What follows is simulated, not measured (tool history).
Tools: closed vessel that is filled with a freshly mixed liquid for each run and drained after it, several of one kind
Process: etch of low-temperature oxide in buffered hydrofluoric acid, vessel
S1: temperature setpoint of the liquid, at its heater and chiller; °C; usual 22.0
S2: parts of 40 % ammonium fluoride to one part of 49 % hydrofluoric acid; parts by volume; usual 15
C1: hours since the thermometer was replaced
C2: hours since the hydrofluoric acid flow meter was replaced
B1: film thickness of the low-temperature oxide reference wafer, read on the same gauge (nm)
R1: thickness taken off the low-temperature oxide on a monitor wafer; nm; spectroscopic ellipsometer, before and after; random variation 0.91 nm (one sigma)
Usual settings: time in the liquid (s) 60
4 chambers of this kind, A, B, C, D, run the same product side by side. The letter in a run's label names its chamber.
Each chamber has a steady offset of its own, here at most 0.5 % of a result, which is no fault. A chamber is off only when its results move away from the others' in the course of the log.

Run 1C, hour 7.9: usual settings; C1 741.7; C2 281.8; B1 80.038. Result: R1 100.460 nm.
Run 2A, hour 14.9: usual settings; C1 3058.5; C2 1224.9; B1 79.993. Result: R1 100.070 nm.
Run 3D, hour 20.6: usual settings; C1 1119.6; C2 1027.8; B1 79.988. Result: R1 99.871 nm.
Run 4B, hour 26.6: usual settings; C1 734.7; C2 1342.1; B1 79.998. Result: R1 98.851 nm.
Run 5A, hour 34.0: usual settings but S1 19.5 °C, S2 20 parts by volume; C1 3077.6; C2 1244.0; B1 79.999. Result: R1 65.275 nm.
Run 6B, hour 39.6: usual settings but S1 19.5 °C, S2 20 parts by volume; C1 747.7; C2 1355.1; B1 79.988. Result: R1 66.004 nm.
Run 7C, hour 47.7: usual settings but S1 19.5 °C, S2 20 parts by volume; C1 781.5; C2 321.6; B1 79.995. Result: R1 65.452 nm.
At hour 48.6: chamber A: thermometer replaced.
Run 8D, hour 56.2: usual settings but S1 19.5 °C, S2 20 parts by volume; C1 1155.2; C2 1063.4; B1 79.990. Result: R1 65.751 nm.
Run 9D, hour 62.0: usual settings; C1 1161.0; C2 1069.2; B1 80.001. Result: R1 98.912 nm.
Run 10B, hour 66.9: usual settings; C1 775.0; C2 1382.4; B1 80.004. Result: R1 100.180 nm.
Run 11A, hour 75.0: usual settings; C1 26.5; C2 1285.0; B1 80.027. Result: R1 97.442 nm.
Run 12C, hour 82.5: usual settings but time in the liquid (s) 30; C1 816.3; C2 356.4; B1 80.014. Result: R1 49.524 nm.
Run 13A, hour 88.6: usual settings but time in the liquid (s) 30; C1 40.1; C2 1298.6; B1 80.037. Result: R1 49.225 nm.
Run 14C, hour 97.9: usual settings but time in the liquid (s) 30; C1 831.7; C2 371.8; B1 79.977. Result: R1 49.286 nm.
Run 15B, hour 103.2: usual settings but time in the liquid (s) 30; C1 811.3; C2 1418.7; B1 79.970. Result: R1 49.794 nm.
Run 16D, hour 112.5: usual settings; C1 1211.5; C2 1119.7; B1 80.008. Result: R1 99.516 nm.
Run 17D, hour 123.0: usual settings; C1 1222.0; C2 1130.2; B1 79.982. Result: R1 98.263 nm.
Run 18B, hour 130.4: usual settings but S1 26.0 °C, S2 18 parts by volume; C1 838.5; C2 1445.9; B1 80.012. Result: R1 102.550 nm.
Run 19C, hour 138.3: usual settings but S1 26.0 °C, S2 18 parts by volume; C1 872.1; C2 412.2; B1 79.999. Result: R1 103.290 nm.
Run 20A, hour 147.5: usual settings but S1 26.0 °C, S2 18 parts by volume; C1 99.0; C2 1357.5; B1 79.971. Result: R1 103.340 nm.
Run 21D, hour 158.2: usual settings but S1 26.0 °C, S2 18 parts by volume; C1 1257.2; C2 1165.4; B1 80.003. Result: R1 103.630 nm.
Run 22A, hour 167.0: usual settings; C1 118.5; C2 1377.0; B1 79.988. Result: R1 99.260 nm.
Run 23C, hour 171.6: usual settings; C1 905.4; C2 445.5; B1 80.019. Result: R1 99.438 nm.
Run 24B, hour 179.2: usual settings; C1 887.3; C2 1494.7; B1 79.968. Result: R1 99.435 nm.
Run 25C, hour 189.4: usual settings but S2 12 parts by volume, time in the liquid (s) 50; C1 923.2; C2 463.3; B1 80.016. Result: R1 102.970 nm.
Run 26B, hour 194.2: usual settings but S2 12 parts by volume, time in the liquid (s) 50; C1 902.3; C2 1509.7; B1 79.994. Result: R1 102.380 nm.

What goes on in this fleet: one chamber off, a drifting gauge, or nothing beyond the chambers' own small offsets? Name the chamber and the cause, if any.

No chamber stands off beyond its own small offset, and the gauge holds steady.
